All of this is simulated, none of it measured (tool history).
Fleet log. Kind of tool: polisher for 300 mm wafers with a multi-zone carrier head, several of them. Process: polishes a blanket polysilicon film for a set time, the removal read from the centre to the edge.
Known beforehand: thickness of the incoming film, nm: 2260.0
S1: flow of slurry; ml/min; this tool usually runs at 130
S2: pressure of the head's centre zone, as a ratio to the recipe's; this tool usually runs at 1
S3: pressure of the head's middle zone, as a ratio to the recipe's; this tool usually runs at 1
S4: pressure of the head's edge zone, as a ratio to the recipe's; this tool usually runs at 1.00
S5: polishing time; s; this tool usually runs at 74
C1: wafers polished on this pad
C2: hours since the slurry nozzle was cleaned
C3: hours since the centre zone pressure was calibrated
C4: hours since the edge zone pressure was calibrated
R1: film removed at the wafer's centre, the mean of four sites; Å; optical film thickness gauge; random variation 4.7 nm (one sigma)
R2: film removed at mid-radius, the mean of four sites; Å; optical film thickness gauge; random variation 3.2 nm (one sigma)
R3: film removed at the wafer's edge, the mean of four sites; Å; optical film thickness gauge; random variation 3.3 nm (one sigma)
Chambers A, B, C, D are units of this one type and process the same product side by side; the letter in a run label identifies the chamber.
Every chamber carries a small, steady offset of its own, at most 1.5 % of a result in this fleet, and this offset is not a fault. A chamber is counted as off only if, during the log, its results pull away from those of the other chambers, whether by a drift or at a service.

-- hour=3.5 chamber B: slurry nozzle cleaned
run 1B hour=4.7 | S1=130 S2=1 S3=1 S4=1.00 S5=74 | C1=811 C2=1.2 C3=50.6 C4=196.2 | R1=4692.2 R2=4726.7 R3=4753.5
-- hour=5.2 chamber C: worn pad replaced by a new one
-- hour=6.1 chamber B: worn pad replaced by a new one
run 2C hour=10.2 | S1=130 S2=1 S3=1 S4=1.00 S5=74 | C1=43 C2=646.7 C3=567.7 C4=461.4 | R1=4761.8 R2=4688.7 R3=4724.3
run 3A hour=13.3 | S1=130 S2=1 S3=1 S4=1.00 S5=74 | C1=409 C2=328.4 C3=597.7 C4=362.8 | R1=4774.8 R2=4674.6 R3=4779.9
run 4D hour=17.3 | S1=130 S2=1 S3=1 S4=1.00 S5=74 | C1=295 C2=38.1 C3=476.1 C4=604.6 | R1=4712.4 R2=4704.0 R3=4786.9
run 5B hour=21.4 | S1=130 S2=1 S3=1 S4=1.00 S5=74 | C1=133 C2=17.9 C3=67.3 C4=212.9 | R1=4669.9 R2=4689.5 R3=4783.0
-- hour=21.7 chamber A: worn pad replaced by a new one
run 6A hour=25.7 | S1=130 S2=1 S3=1 S4=1.00 S5=74 | C1=35 C2=340.8 C3=610.1 C4=375.2 | R1=4711.6 R2=4738.1 R3=4774.2
run 7C hour=31.6 | S1=130 S2=1 S3=1 S4=1.00 S5=74 | C1=230 C2=668.1 C3=589.1 C4=482.8 | R1=4759.6 R2=4723.8 R3=4713.4
run 8D hour=35.5 | S1=130 S2=1 S3=1 S4=0.89 S5=74 | C1=453 C2=56.3 C3=494.3 C4=622.8 | R1=4677.4 R2=4616.6 R3=4351.9
run 9B hour=42.1 | S1=130 S2=1 S3=1 S4=0.89 S5=74 | C1=313 C2=38.6 C3=88.0 C4=233.6 | R1=4752.8 R2=4671.9 R3=4443.2
run 10C hour=45.1 | S1=130 S2=1 S3=1 S4=0.89 S5=74 | C1=347 C2=681.6 C3=602.6 C4=496.3 | R1=4829.3 R2=4730.2 R3=4513.5
run 11D hour=49.2 | S1=130 S2=1 S3=1 S4=0.89 S5=74 | C1=573 C2=70.0 C3=508.0 C4=636.5 | R1=4631.7 R2=4598.8 R3=4346.4
run 12A hour=54.8 | S1=95 S2=1 S3=1 S4=1.06 S5=74 | C1=289 C2=369.9 C3=639.2 C4=404.3 | R1=4380.6 R2=4305.3 R3=4602.5
run 13D hour=59.0 | S1=95 S2=1 S3=1 S4=1.06 S5=74 | C1=658 C2=79.8 C3=517.8 C4=646.3 | R1=4179.1 R2=4194.2 R3=4536.7
run 14A hour=62.1 | S1=95 S2=1 S3=1 S4=1.06 S5=74 | C1=352 C2=377.2 C3=646.5 C4=411.6 | R1=4332.5 R2=4268.7 R3=4672.0
run 15C hour=68.1 | S1=95 S2=1 S3=1 S4=1.06 S5=74 | C1=547 C2=704.6 C3=625.6 C4=519.3 | R1=4377.7 R2=4375.0 R3=4587.0
run 16B hour=72.5 | S1=130 S2=1 S3=1 S4=1.00 S5=74 | C1=578 C2=69.0 C3=118.4 C4=264.0 | R1=4685.2 R2=4716.6 R3=4732.1
-- hour=78.7 chamber A: worn pad replaced by a new one
run 17B hour=79.0 | S1=130 S2=1 S3=1 S4=1.00 S5=74 | C1=635 C2=75.5 C3=124.9 C4=270.5 | R1=4819.1 R2=4700.4 R3=4814.9
run 18D hour=83.5 | S1=130 S2=1 S3=1 S4=1.00 S5=74 | C1=872 C2=104.3 C3=542.3 C4=670.8 | R1=4491.3 R2=4479.1 R3=4508.2
run 19C hour=89.3 | S1=130 S2=1 S3=1 S4=1.00 S5=74 | C1=732 C2=725.8 C3=646.8 C4=540.5 | R1=4734.4 R2=4726.3 R3=4719.4
-- hour=90.4 chamber B: worn pad replaced by a new one
run 20A hour=92.7 | S1=130 S2=1 S3=1 S4=1.00 S5=74 | C1=122 C2=407.8 C3=677.1 C4=442.2 | R1=4786.5 R2=4704.1 R3=4726.5
run 21D hour=96.7 | S1=130 S2=1 S3=1 S4=1.00 S5=74 | C1=987 C2=117.5 C3=555.5 C4=684.0 | R1=4383.5 R2=4465.3 R3=4470.2
run 22B hour=101.3 | S1=130 S2=1 S3=1 S4=1.00 S5=74 | C1=95 C2=97.8 C3=147.2 C4=292.8 | R1=4696.6 R2=4754.4 R3=4772.8
-- hour=103.1 chamber C: worn pad replaced by a new one
run 23C hour=104.2 | S1=130 S2=1 S3=1 S4=1.00 S5=74 | C1=9 C2=740.7 C3=661.7 C4=555.4 | R1=4724.7 R2=4798.2 R3=4729.3
run 24A hour=110.1 | S1=130 S2=1 S3=1 S4=1.00 S5=74 | C1=274 C2=425.2 C3=694.5 C4=459.6 | R1=4770.4 R2=4659.1 R3=4705.8
run 25A hour=113.7 | S1=130 S2=1 S3=1 S4=1.00 S5=74 | C1=305 C2=428.8 C3=698.1 C4=463.2 | R1=4738.9 R2=4643.0 R3=4803.7
run 26D hour=118.4 | S1=130 S2=1 S3=1 S4=1.00 S5=74 | C1=1176 C2=139.2 C3=577.2 C4=705.7 | R1=4409.9 R2=4374.8 R3=4407.9

Decide between three cases: one chamber stands off from its peers, the gauge reading all wafers drifts, or nothing is wrong past each chamber's small offset. Where a chamber is off, say which and what most likely put it there.

It is chamber D that slowly wanders off from its peers.
Most likely cause: removal rate lost through wear of the pad, % = 7.72.
The log may not separate it from: slurry flow missing at the pad, %.

Below are 4 candidate recipes for chamber D's next run, each the usual settings with a change, their results shown as question marks. Which of them brings D's results back in line with what the other chambers give on the usual settings?
A result is in line if it is within this distance of the other chambers' mean on the usual settings: R1 160.0 Å; R2 110.0 Å; R3 120.0 Å
run 27D-1 hour=123.1 | S1=130 S2=1.01 S3=1 S4=0.99 S5=65 | R1=? R2=? R3=?
run 27D-2 hour=123.1 | S1=130 S2=0.99 S3=1 S4=1.01 S5=84 | R1=? R2=? R3=?
run 27D-3 hour=123.1 | S1=130 S2=0.99 S3=1 S4=1.01 S5=80 | R1=? R2=? R3=?
run 27D-4 hour=123.1 | S1=130 S2=1.01 S3=1 S4=0.99 S5=68 | R1=? R2=? R3=?

Other chambers, usual settings, mean: R1 4745.7 Å; R2 4723.9 Å; R3 4742.7 Å
run=27D-1 R1=3939.3 R2=3865.2 R3=3809.1
run=27D-2 R1=4979.1 R2=4995.5 R3=4974.4
run=27D-3 R1=4742.0 R2=4757.6 R3=4737.5
run=27D-4 R1=4121.1 R2=4043.6 R3=3984.9
The answer is 27D-3, which returns the chamber to within the allowed miss of the others.

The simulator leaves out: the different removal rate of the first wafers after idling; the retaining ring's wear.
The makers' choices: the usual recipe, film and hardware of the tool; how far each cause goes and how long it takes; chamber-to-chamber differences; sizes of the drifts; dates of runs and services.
